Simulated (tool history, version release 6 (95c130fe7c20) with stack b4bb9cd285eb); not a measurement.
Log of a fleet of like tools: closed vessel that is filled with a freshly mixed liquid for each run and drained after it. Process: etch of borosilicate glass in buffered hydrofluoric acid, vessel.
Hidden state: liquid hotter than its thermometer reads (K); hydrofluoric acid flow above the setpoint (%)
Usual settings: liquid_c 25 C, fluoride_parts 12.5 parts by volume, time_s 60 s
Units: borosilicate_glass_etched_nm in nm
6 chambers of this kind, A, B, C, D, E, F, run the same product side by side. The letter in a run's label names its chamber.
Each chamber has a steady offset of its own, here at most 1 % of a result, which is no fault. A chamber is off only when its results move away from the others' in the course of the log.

run,hour,liquid_c,fluoride_parts,time_s,hours since the thermometer was replaced,hours since the hydrofluoric acid flow meter was replaced,"read-back film thickness of the borosilicate glass reference wafer, read on the same gauge (nm)",borosilicate_glass_etched_nm
1B,4.2,25,12.5,60,461.1,707.7,150.01,63.881
2E,8.6,25,12.5,60,1080.6,188.7,150.04,63.995
3D,12.3,25,12.5,60,777.2,709.9,150.03,63.890
4A,14.8,25,12.5,60,598.8,289.2,150.03,63.599
5F,19.3,25,12.5,60,490.7,444.6,150.04,62.901
6C,21.9,25,12.5,60,352.4,266.4,150.02,63.761
7B,25.2,28,8.0,60,482.1,728.7,150.02,115.990
8A,27.4,28,8.0,60,611.4,301.8,150.04,111.950
9F,30.4,28,8.0,60,501.8,455.7,149.96,113.380
10E,34.6,28,8.0,60,1106.6,214.7,149.96,118.550
11D,38.6,28,8.0,60,803.5,736.2,149.99,112.010
12C,43.3,28,8.0,60,373.8,287.8,150.00,113.360
13F,47.7,25,12.5,60,519.1,473.0,149.99,63.243
# hour 50.6: chamber B: hydrofluoric acid flow meter replaced
14E,51.7,25,12.5,60,1123.7,231.8,150.02,66.175
15B,56.1,27,12.5,30,513.0,5.6,150.03,35.476
16D,58.7,27,12.5,30,823.6,756.3,150.03,34.903
17A,61.8,27,12.5,30,645.8,336.2,150.01,35.137
18C,64.5,27,12.5,30,395.0,309.0,150.02,35.497
19F,68.0,27,12.5,30,539.4,493.3,149.98,35.248
20D,71.9,27,12.5,30,836.8,769.5,150.01,34.598
21C,76.3,25,12.5,60,406.8,320.8,150.04,63.706
22B,79.2,25,12.5,60,536.1,28.7,149.97,64.445
23E,83.4,25,12.5,60,1155.4,263.5,150.01,68.179
24A,88.1,25,12.5,60,672.1,362.5,150.02,63.736
25F,92.3,25,12.5,60,563.7,517.6,150.01,63.533
# hour 95.7: chamber F: hydrofluoric acid flow meter replaced
26B,96.5,25,12.5,60,553.4,46.0,150.02,64.481
27A,99.0,25,12.5,40,683.0,373.4,150.01,42.964
28E,101.7,25,12.5,40,1173.7,281.8,150.00,46.202
29D,105.5,25,12.5,40,870.4,803.1,149.98,41.639
30C,107.7,25,12.5,40,438.2,352.2,149.99,42.134
31A,110.9,25,12.5,40,694.9,385.3,150.00,42.229
32C,113.7,25,12.5,40,444.2,358.2,150.01,42.636
33B,117.9,25,16.5,30,574.8,67.4,150.03,24.256
34F,120.0,25,16.5,30,591.4,24.4,150.00,24.521
35E,123.1,25,16.5,30,1195.1,303.2,150.00,26.814
36D,125.5,25,16.5,30,890.4,823.1,150.00,24.247
37D,129.3,25,16.5,30,894.2,826.9,150.02,24.038
38A,133.7,25,16.5,30,717.7,408.1,149.99,24.236

What goes on in this fleet: one chamber off, a drifting gauge, or nothing beyond the chambers' own small offsets? Name the chamber and the cause, if any.

Chamber E drifts away from the others.
Cause: liquid hotter than its thermometer reads (K) = 2.33.
The log may not tell that from: hydrofluoric acid flow above the setpoint (%).

Here are 4 candidates for chamber E's next run, each the usual settings with a change, their results left as question marks. Which one brings its results back in line with what the others give on the usual settings?
In line means no further than this from the other chambers' mean on the usual settings: borosilicate_glass_etched_nm 2.100 nm
39E-1,137.1,26.0,12.5,60,,,,?
39E-2,137.1,24.5,13.0,60,,,,?
39E-3,137.1,27.5,12.5,60,,,,?
39E-4,137.1,22.5,12.5,60,,,,?

The other chambers' mean on the usual settings: borosilicate_glass_etched_nm 63.610 nm
run,borosilicate_glass_etched_nm
39E-1,75.649
39E-2,67.209
39E-3,81.827
39E-4,62.825
39E-4 brings the chamber back in line.
